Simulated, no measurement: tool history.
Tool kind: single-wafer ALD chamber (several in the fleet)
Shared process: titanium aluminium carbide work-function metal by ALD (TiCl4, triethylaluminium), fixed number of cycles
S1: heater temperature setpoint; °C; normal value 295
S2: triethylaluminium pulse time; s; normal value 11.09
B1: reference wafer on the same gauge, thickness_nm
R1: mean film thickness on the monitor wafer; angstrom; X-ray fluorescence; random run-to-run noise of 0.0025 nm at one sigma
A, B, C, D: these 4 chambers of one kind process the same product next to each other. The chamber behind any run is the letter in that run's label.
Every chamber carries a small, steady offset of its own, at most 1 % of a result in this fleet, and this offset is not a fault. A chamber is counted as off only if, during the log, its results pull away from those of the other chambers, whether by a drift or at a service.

run	hour	S1	S2	B1	R1
1A	4.8	295	11.09	1.7495	19.835
2B	9	295	11.09	1.7489	19.71
3D	12.3	295	11.09	1.7489	19.766
4C	16.6	295	11.09	1.748	19.603
5B	20.1	295	11.09	1.7478	19.746
6C	22.8	295	11.09	1.7471	19.631
7A	25.1	295	11.09	1.7468	19.809
8D	28.5	295	11.09	1.7464	19.735
9B	31.5	295	11.09	1.7462	19.66
10C	34.3	295	11.09	1.746	19.582
11A	37.7	295	11.09	1.7461	19.811
12D	40.4	295	11.09	1.7454	19.723
13B	44	305	9.68	1.7451	20.261
14D	47.3	305	9.68	1.7451	20.312
15C	50.1	305	9.68	1.7446	20.213
16A	53.7	305	9.68	1.7437	20.401
17B	56.1	295	11.09	1.744	19.623
18C	58.5	295	11.09	1.7439	19.549
19D	61.4	295	11.09	1.7431	19.703
20A	66.1	295	11.09	1.7431	19.828
21D	68.6	295	11.09	1.7423	19.708
22B	71.5	295	11.09	1.7421	19.657
23A	75	295	11.09	1.7419	19.769
24C	79.2	295	11.09	1.7415	19.528

All 4 chambers run these settings next. Forecast each chamber's results:
25A	82.7	295	11.09		?
25B	82.7	295	11.09		?
25C	82.7	295	11.09		?
25D	82.7	295	11.09		?

run	R1
25A	19.755
25B	19.623
25C	19.561
25D	19.673

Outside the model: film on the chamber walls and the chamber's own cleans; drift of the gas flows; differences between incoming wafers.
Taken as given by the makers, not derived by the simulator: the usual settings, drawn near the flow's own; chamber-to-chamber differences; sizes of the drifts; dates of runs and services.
